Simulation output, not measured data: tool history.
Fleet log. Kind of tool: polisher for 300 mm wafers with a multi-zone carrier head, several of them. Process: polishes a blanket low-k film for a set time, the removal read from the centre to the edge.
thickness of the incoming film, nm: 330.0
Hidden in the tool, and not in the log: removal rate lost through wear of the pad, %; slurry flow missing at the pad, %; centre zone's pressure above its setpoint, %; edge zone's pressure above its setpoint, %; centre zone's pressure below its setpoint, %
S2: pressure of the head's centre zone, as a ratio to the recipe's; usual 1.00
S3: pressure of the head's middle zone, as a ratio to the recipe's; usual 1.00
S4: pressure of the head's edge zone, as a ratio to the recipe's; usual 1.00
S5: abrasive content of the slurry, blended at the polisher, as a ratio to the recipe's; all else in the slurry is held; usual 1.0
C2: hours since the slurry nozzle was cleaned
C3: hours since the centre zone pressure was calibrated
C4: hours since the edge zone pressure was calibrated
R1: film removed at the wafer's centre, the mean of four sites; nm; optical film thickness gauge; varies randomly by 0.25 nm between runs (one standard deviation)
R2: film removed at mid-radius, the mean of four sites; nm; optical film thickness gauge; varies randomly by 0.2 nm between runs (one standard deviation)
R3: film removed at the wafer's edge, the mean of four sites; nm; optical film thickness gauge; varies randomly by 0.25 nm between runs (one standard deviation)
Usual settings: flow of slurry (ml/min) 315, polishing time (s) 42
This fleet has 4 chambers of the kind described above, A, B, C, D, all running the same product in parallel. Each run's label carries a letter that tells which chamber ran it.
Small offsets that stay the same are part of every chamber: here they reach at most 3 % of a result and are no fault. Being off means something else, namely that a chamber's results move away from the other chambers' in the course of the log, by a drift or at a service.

{"run": "1C", "day": 0.088, "flow of slurry (ml/min)": 315, "S2": 1.0, "S3": 1.0, "S4": 1.0, "S5": 1.0, "polishing time (s)": 42, "wafers polished on this pad": 382, "C2": 485.5, "C3": 905.1, "C4": 516.1, "R1": 17.725, "R2": 18.14, "R3": 17.634}
{"run": "2B", "day": 0.188, "flow of slurry (ml/min)": 315, "S2": 1.0, "S3": 1.0, "S4": 1.0, "S5": 1.0, "polishing time (s)": 42, "wafers polished on this pad": 540, "C2": 769.9, "C3": 101.2, "C4": 459.4, "R1": 17.06, "R2": 17.93, "R3": 17.651}
{"run": "3A", "day": 0.346, "flow of slurry (ml/min)": 315, "S2": 1.0, "S3": 1.0, "S4": 1.0, "S5": 1.0, "polishing time (s)": 42, "wafers polished on this pad": 764, "C2": 194.0, "C3": 144.6, "C4": 944.5, "R1": 17.298, "R2": 17.74, "R3": 17.781}
{"run": "4D", "day": 0.454, "flow of slurry (ml/min)": 315, "S2": 1.0, "S3": 1.0, "S4": 1.0, "S5": 1.0, "polishing time (s)": 42, "wafers polished on this pad": 290, "C2": 440.0, "C3": 198.8, "C4": 90.0, "R1": 17.004, "R2": 17.662, "R3": 17.456}
{"run": "5C", "day": 0.575, "flow of slurry (ml/min)": 315, "S2": 1.0, "S3": 1.0, "S4": 1.0, "S5": 1.0, "polishing time (s)": 42, "wafers polished on this pad": 461, "C2": 497.2, "C3": 916.8, "C4": 527.8, "R1": 17.455, "R2": 18.209, "R3": 17.019}
{"run": "6D", "day": 0.746, "flow of slurry (ml/min)": 315, "S2": 1.0, "S3": 1.0, "S4": 1.0, "S5": 1.0, "polishing time (s)": 42, "wafers polished on this pad": 338, "C2": 447.0, "C3": 205.8, "C4": 97.0, "R1": 17.099, "R2": 17.348, "R3": 17.079}
{"run": "7B", "day": 0.862, "flow of slurry (ml/min)": 315, "S2": 1.0, "S3": 1.0, "S4": 1.0, "S5": 1.0, "polishing time (s)": 42, "wafers polished on this pad": 650, "C2": 786.1, "C3": 117.4, "C4": 475.6, "R1": 17.686, "R2": 17.698, "R3": 17.55}
{"run": "8A", "day": 1.038, "flow of slurry (ml/min)": 315, "S2": 1.0, "S3": 1.0, "S4": 1.0, "S5": 1.0, "polishing time (s)": 42, "wafers polished on this pad": 877, "C2": 210.6, "C3": 161.2, "C4": 961.1, "R1": 17.306, "R2": 17.138, "R3": 17.203}
{"run": "9D", "day": 1.121, "flow of slurry (ml/min)": 315, "S2": 1.0, "S3": 1.0, "S4": 1.0, "S5": 1.0, "polishing time (s)": 42, "wafers polished on this pad": 399, "C2": 456.0, "C3": 214.8, "C4": 106.0, "R1": 17.625, "R2": 17.284, "R3": 17.358}
{"run": "10C", "day": 1.242, "flow of slurry (ml/min)": 315, "S2": 1.0, "S3": 1.0, "S4": 1.0, "S5": 1.0, "polishing time (s)": 42, "wafers polished on this pad": 569, "C2": 513.2, "C3": 932.8, "C4": 543.8, "R1": 17.657, "R2": 18.038, "R3": 16.727}
{"run": "11B", "day": 1.408, "flow of slurry (ml/min)": 315, "S2": 0.89, "S3": 0.91, "S4": 1.0, "S5": 1.0, "polishing time (s)": 42, "wafers polished on this pad": 738, "C2": 799.2, "C3": 130.5, "C4": 488.7, "R1": 15.273, "R2": 15.946, "R3": 17.543}
{"run": "12A", "day": 1.525, "flow of slurry (ml/min)": 315, "S2": 0.89, "S3": 0.91, "S4": 1.0, "S5": 1.0, "polishing time (s)": 42, "wafers polished on this pad": 956, "C2": 222.3, "C3": 172.9, "C4": 972.8, "R1": 15.275, "R2": 15.847, "R3": 17.818}
{"run": "13B", "day": 1.658, "flow of slurry (ml/min)": 315, "S2": 0.89, "S3": 0.91, "S4": 1.0, "S5": 1.0, "polishing time (s)": 42, "wafers polished on this pad": 779, "C2": 805.2, "C3": 136.5, "C4": 494.7, "R1": 15.159, "R2": 16.033, "R3": 17.603}
{"day": 1.692, "done": "chamber A: edge zone pressure recalibrated"}
{"run": "14C", "day": 1.783, "flow of slurry (ml/min)": 315, "S2": 0.89, "S3": 0.91, "S4": 1.0, "S5": 1.0, "polishing time (s)": 42, "wafers polished on this pad": 657, "C2": 526.2, "C3": 945.8, "C4": 556.8, "R1": 14.98, "R2": 16.58, "R3": 16.863}
{"run": "15D", "day": 1.958, "flow of slurry (ml/min)": 315, "S2": 1.0, "S3": 1.0, "S4": 1.0, "S5": 1.0, "polishing time (s)": 37, "wafers polished on this pad": 535, "C2": 476.1, "C3": 234.9, "C4": 126.1, "R1": 15.095, "R2": 15.465, "R3": 15.329}
{"run": "16A", "day": 2.117, "flow of slurry (ml/min)": 315, "S2": 1.0, "S3": 1.0, "S4": 1.0, "S5": 1.0, "polishing time (s)": 37, "wafers polished on this pad": 1052, "C2": 236.5, "C3": 187.1, "C4": 10.3, "R1": 15.798, "R2": 15.57, "R3": 15.559}
{"run": "17D", "day": 2.271, "flow of slurry (ml/min)": 315, "S2": 1.0, "S3": 1.0, "S4": 1.0, "S5": 1.0, "polishing time (s)": 37, "wafers polished on this pad": 585, "C2": 483.6, "C3": 242.4, "C4": 133.6, "R1": 15.252, "R2": 15.503, "R3": 15.642}
{"run": "18A", "day": 2.358, "flow of slurry (ml/min)": 315, "S2": 1.0, "S3": 1.0, "S4": 1.0, "S5": 1.0, "polishing time (s)": 37, "wafers polished on this pad": 1091, "C2": 242.3, "C3": 192.9, "C4": 16.1, "R1": 15.256, "R2": 15.229, "R3": 15.408}
{"day": 2.454, "done": "chamber B: slurry nozzle cleaned"}
{"run": "19B", "day": 2.458, "flow of slurry (ml/min)": 315, "S2": 1.0, "S3": 1.0, "S4": 1.0, "S5": 1.0, "polishing time (s)": 42, "wafers polished on this pad": 909, "C2": 0.1, "C3": 155.7, "C4": 513.9, "R1": 17.912, "R2": 17.508, "R3": 17.572}
{"run": "20C", "day": 2.596, "flow of slurry (ml/min)": 315, "S2": 1.0, "S3": 1.0, "S4": 1.0, "S5": 1.0, "polishing time (s)": 42, "wafers polished on this pad": 789, "C2": 545.7, "C3": 965.3, "C4": 576.3, "R1": 17.089, "R2": 17.943, "R3": 17.56}
{"run": "21D", "day": 2.746, "flow of slurry (ml/min)": 315, "S2": 1.0, "S3": 1.0, "S4": 1.0, "S5": 1.0, "polishing time (s)": 42, "wafers polished on this pad": 663, "C2": 495.0, "C3": 253.8, "C4": 145.0, "R1": 17.93, "R2": 17.194, "R3": 17.451}
{"run": "22B", "day": 2.917, "flow of slurry (ml/min)": 315, "S2": 1.0, "S3": 1.0, "S4": 1.0, "S5": 1.0, "polishing time (s)": 42, "wafers polished on this pad": 983, "C2": 11.1, "C3": 166.7, "C4": 524.9, "R1": 17.261, "R2": 17.612, "R3": 17.089}
{"run": "23A", "day": 3.021, "flow of slurry (ml/min)": 315, "S2": 1.0, "S3": 1.0, "S4": 1.0, "S5": 1.0, "polishing time (s)": 42, "wafers polished on this pad": 1199, "C2": 258.2, "C3": 208.8, "C4": 32.0, "R1": 17.104, "R2": 16.945, "R3": 17.677}
{"run": "24C", "day": 3.108, "flow of slurry (ml/min)": 315, "S2": 1.0, "S3": 1.0, "S4": 1.0, "S5": 1.0, "polishing time (s)": 42, "wafers polished on this pad": 872, "C2": 558.0, "C3": 977.6, "C4": 588.6, "R1": 17.04, "R2": 17.556, "R3": 17.145}
{"day": 3.2, "done": "chamber C: worn pad replaced by a new one"}
{"run": "25C", "day": 3.258, "flow of slurry (ml/min)": 315, "S2": 1.0, "S3": 1.0, "S4": 1.07, "S5": 1.2, "polishing time (s)": 42, "wafers polished on this pad": 9, "C2": 561.6, "C3": 981.2, "C4": 592.2, "R1": 19.141, "R2": 19.134, "R3": 19.867}
{"run": "26B", "day": 3.379, "flow of slurry (ml/min)": 315, "S2": 1.0, "S3": 1.0, "S4": 1.07, "S5": 1.2, "polishing time (s)": 42, "wafers polished on this pad": 1058, "C2": 22.2, "C3": 177.8, "C4": 536.0, "R1": 18.897, "R2": 19.247, "R3": 19.71}
{"run": "27D", "day": 3.504, "flow of slurry (ml/min)": 315, "S2": 1.0, "S3": 1.0, "S4": 1.07, "S5": 1.2, "polishing time (s)": 42, "wafers polished on this pad": 786, "C2": 513.2, "C3": 272.0, "C4": 163.2, "R1": 19.207, "R2": 18.998, "R3": 19.47}
{"run": "28A", "day": 3.621, "flow of slurry (ml/min)": 315, "S2": 1.0, "S3": 1.0, "S4": 1.07, "S5": 1.2, "polishing time (s)": 42, "wafers polished on this pad": 1296, "C2": 272.6, "C3": 223.2, "C4": 46.4, "R1": 18.267, "R2": 18.349, "R3": 18.856}
{"run": "29A", "day": 3.738, "flow of slurry (ml/min)": 315, "S2": 1.0, "S3": 1.0, "S4": 1.0, "S5": 1.0, "polishing time (s)": 42, "wafers polished on this pad": 1315, "C2": 275.4, "C3": 226.0, "C4": 49.2, "R1": 16.9, "R2": 16.902, "R3": 16.695}
{"day": 3.754, "done": "chamber D: worn pad replaced by a new one"}
{"run": "30C", "day": 3.858, "flow of slurry (ml/min)": 315, "S2": 1.0, "S3": 1.0, "S4": 1.0, "S5": 1.0, "polishing time (s)": 42, "wafers polished on this pad": 107, "C2": 576.0, "C3": 995.6, "C4": 606.6, "R1": 17.392, "R2": 18.143, "R3": 17.377}
{"run": "31B", "day": 3.992, "flow of slurry (ml/min)": 255, "S2": 1.0, "S3": 1.0, "S4": 0.93, "S5": 1.0, "polishing time (s)": 42, "wafers polished on this pad": 1158, "C2": 36.9, "C3": 192.5, "C4": 550.7, "R1": 16.965, "R2": 17.59, "R3": 16.521}
{"day": 4.038, "done": "chamber C: slurry nozzle cleaned"}
{"run": "32D", "day": 4.162, "flow of slurry (ml/min)": 255, "S2": 1.0, "S3": 1.0, "S4": 0.93, "S5": 1.0, "polishing time (s)": 42, "wafers polished on this pad": 66, "C2": 529.0, "C3": 287.8, "C4": 179.0, "R1": 17.364, "R2": 17.113, "R3": 16.193}
{"run": "33D", "day": 4.325, "flow of slurry (ml/min)": 255, "S2": 1.0, "S3": 1.0, "S4": 0.93, "S5": 1.0, "polishing time (s)": 42, "wafers polished on this pad": 93, "C2": 532.9, "C3": 291.7, "C4": 182.9, "R1": 17.478, "R2": 17.219, "R3": 16.469}
{"run": "34C", "day": 4.471, "flow of slurry (ml/min)": 255, "S2": 1.0, "S3": 1.0, "S4": 0.93, "S5": 1.0, "polishing time (s)": 42, "wafers polished on this pad": 206, "C2": 10.5, "C3": 1010.3, "C4": 621.3, "R1": 16.709, "R2": 17.891, "R3": 16.116}
{"day": 4.546, "done": "chamber D: slurry nozzle cleaned"}
{"run": "35B", "day": 4.596, "flow of slurry (ml/min)": 315, "S2": 1.0, "S3": 1.0, "S4": 1.0, "S5": 1.0, "polishing time (s)": 42, "wafers polished on this pad": 1256, "C2": 51.4, "C3": 207.0, "C4": 565.2, "R1": 17.247, "R2": 18.181, "R3": 17.472}
{"run": "36A", "day": 4.688, "flow of slurry (ml/min)": 315, "S2": 1.0, "S3": 1.0, "S4": 1.0, "S5": 1.0, "polishing time (s)": 42, "wafers polished on this pad": 1469, "C2": 298.2, "C3": 248.8, "C4": 72.0, "R1": 15.84, "R2": 16.23, "R3": 16.245}
{"run": "37C", "day": 4.796, "flow of slurry (ml/min)": 315, "S2": 1.1, "S3": 1.0, "S4": 1.0, "S5": 1.0, "polishing time (s)": 29, "wafers polished on this pad": 259, "C2": 18.3, "C3": 1018.1, "C4": 629.1, "R1": 13.228, "R2": 12.531, "R3": 12.022}
{"run": "38B", "day": 4.942, "flow of slurry (ml/min)": 315, "S2": 1.1, "S3": 1.0, "S4": 1.0, "S5": 1.0, "polishing time (s)": 29, "wafers polished on this pad": 1312, "C2": 59.7, "C3": 215.3, "C4": 573.5, "R1": 13.303, "R2": 12.217, "R3": 12.021}
{"run": "39A", "day": 5.038, "flow of slurry (ml/min)": 315, "S2": 1.1, "S3": 1.0, "S4": 1.0, "S5": 1.0, "polishing time (s)": 29, "wafers polished on this pad": 1526, "C2": 306.6, "C3": 257.2, "C4": 80.4, "R1": 12.102, "R2": 10.941, "R3": 11.258}
{"run": "40D", "day": 5.196, "flow of slurry (ml/min)": 315, "S2": 1.1, "S3": 1.0, "S4": 1.0, "S5": 1.0, "polishing time (s)": 29, "wafers polished on this pad": 234, "C2": 15.6, "C3": 312.6, "C4": 203.8, "R1": 13.595, "R2": 11.924, "R3": 12.51}
{"run": "41A", "day": 5.346, "flow of slurry (ml/min)": 315, "S2": 1.0, "S3": 1.0, "S4": 1.0, "S5": 1.0, "polishing time (s)": 42, "wafers polished on this pad": 1576, "C2": 314.0, "C3": 264.6, "C4": 87.8, "R1": 16.442, "R2": 15.984, "R3": 16.261}
{"run": "42D", "day": 5.429, "flow of slurry (ml/min)": 240, "S2": 1.0, "S3": 0.96, "S4": 1.0, "S5": 1.0, "polishing time (s)": 42, "wafers polished on this pad": 272, "C2": 21.2, "C3": 318.2, "C4": 209.4, "R1": 17.233, "R2": 16.78, "R3": 17.019}
{"run": "43C", "day": 5.596, "flow of slurry (ml/min)": 240, "S2": 1.0, "S3": 0.96, "S4": 1.0, "S5": 1.0, "polishing time (s)": 42, "wafers polished on this pad": 389, "C2": 37.5, "C3": 1037.3, "C4": 648.3, "R1": 16.706, "R2": 16.659, "R3": 16.747}

Next, every chamber runs the same settings. What will each give?
{"run": "44A", "day": 5.725, "flow of slurry (ml/min)": 235, "S2": 1.0, "S3": 1.0, "S4": 1.0, "S5": 1.0, "polishing time (s)": 42, "R1": "?", "R2": "?", "R3": "?"}
{"run": "44B", "day": 5.725, "flow of slurry (ml/min)": 235, "S2": 1.0, "S3": 1.0, "S4": 1.0, "S5": 1.0, "polishing time (s)": 42, "R1": "?", "R2": "?", "R3": "?"}
{"run": "44C", "day": 5.725, "flow of slurry (ml/min)": 235, "S2": 1.0, "S3": 1.0, "S4": 1.0, "S5": 1.0, "polishing time (s)": 42, "R1": "?", "R2": "?", "R3": "?"}
{"run": "44D", "day": 5.725, "flow of slurry (ml/min)": 235, "S2": 1.0, "S3": 1.0, "S4": 1.0, "S5": 1.0, "polishing time (s)": 42, "R1": "?", "R2": "?", "R3": "?"}

run=44A R1=14.883 R2=15.039 R3=15.249
run=44B R1=16.838 R2=17.087 R3=16.917
run=44C R1=16.776 R2=17.174 R3=17.043
run=44D R1=16.683 R2=16.885 R3=17.038
